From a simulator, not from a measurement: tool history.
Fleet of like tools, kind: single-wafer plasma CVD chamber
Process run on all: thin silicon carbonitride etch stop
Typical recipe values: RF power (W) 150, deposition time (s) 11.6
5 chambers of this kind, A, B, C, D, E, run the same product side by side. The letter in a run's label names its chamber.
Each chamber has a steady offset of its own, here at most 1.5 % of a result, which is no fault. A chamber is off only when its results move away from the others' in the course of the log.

run   hour  RF power (W)  deposition time (s)  read-back reference wafer on the same gauge, thickness_nm  mean film thickness on the monitor wafer (Å)
 1D   11.8           150                 11.6                                                     6.5549                                        60.873
 2C   24.1           150                 11.6                                                     6.5589                                        60.656
 3B   37.2           150                 11.6                                                     6.5564                                        61.381
 4A   49.0           150                 11.6                                                     6.5580                                        60.818
 5E   63.1           150                 11.6                                                     6.5594                                        61.081
 6D   74.9           150                 11.6                                                     6.5595                                        61.235
 7B   83.4           150                 11.6                                                     6.5588                                        61.338
      88.6  -- chamber D: thermocouple changed; heater temperature recalibrated
 8E   91.8           150                 11.6                                                     6.5529                                        60.389
 9C   99.3           150                 11.6                                                     6.5596                                        60.869
10A  110.6           150                 11.6                                                     6.5617                                        61.012
11D  118.0           150                 11.6                                                     6.5574                                        61.026
12B  130.3           150                 11.6                                                     6.5606                                        61.281
13C  136.7           150                 11.6                                                     6.5627                                        60.616
14A  146.5           150                 12.6                                                     6.5567                                        66.219
15E  159.7           150                 12.6                                                     6.5568                                        65.387
16A  167.5           150                 12.6                                                     6.5579                                        66.447
17B  178.8           150                 12.6                                                     6.5575                                        66.592
     183.7  -- chamber E: thermocouple changed; heater temperature recalibrated
18C  191.3           150                 12.6                                                     6.5629                                        65.895
19D  204.4           150                 11.6                                                     6.5585                                        61.358
20E  213.3           150                 11.6                                                     6.5545                                        60.679
21A  227.1           150                 11.6                                                     6.5604                                        60.900
22C  236.7           150                 11.6                                                     6.5585                                        60.562
23B  249.4           150                 11.6                                                     6.5591                                        61.127
24D  258.6           150                 11.6                                                     6.5625                                        60.755
25E  270.6           150                 11.6                                                     6.5634                                        60.553
26D  282.7           150                 11.6                                                     6.5584                                        60.976
27A  292.2           175                  9.8                                                     6.5633                                        54.135
     294.5  -- chamber B: RF generator calibrated
28C  302.6           175                  9.8                                                     6.5610                                        53.520
     303.9  -- chamber C: thermocouple changed; heater temperature recalibrated
29E  309.9           175                  9.8                                                     6.5601                                        53.524
30B  317.7           175                  9.8                                                     6.5587                                        54.294
31C  329.2           175                  9.8                                                     6.5567                                        53.768
32E  338.4           170                 10.7                                                     6.5611                                        58.073
33B  351.5           170                 10.7                                                     6.5576                                        58.619
34D  359.3           170                 10.7                                                     6.5604                                        58.742
35A  371.1           170                 10.7                                                     6.5592                                        58.451

Predict what each chamber gives when all 5 of them run the settings below next.
36A  381.2           150                  9.7                                                                                                        ?
36B  381.2           150                  9.7                                                                                                        ?
36C  381.2           150                  9.7                                                                                                        ?
36D  381.2           150                  9.7                                                                                                        ?
36E  381.2           150                  9.7                                                                                                        ?

run  mean film thickness on the monitor wafer (Å)
36A                                        51.005
36B                                        51.341
36C                                        50.825
36D                                        51.082
36E                                        50.690
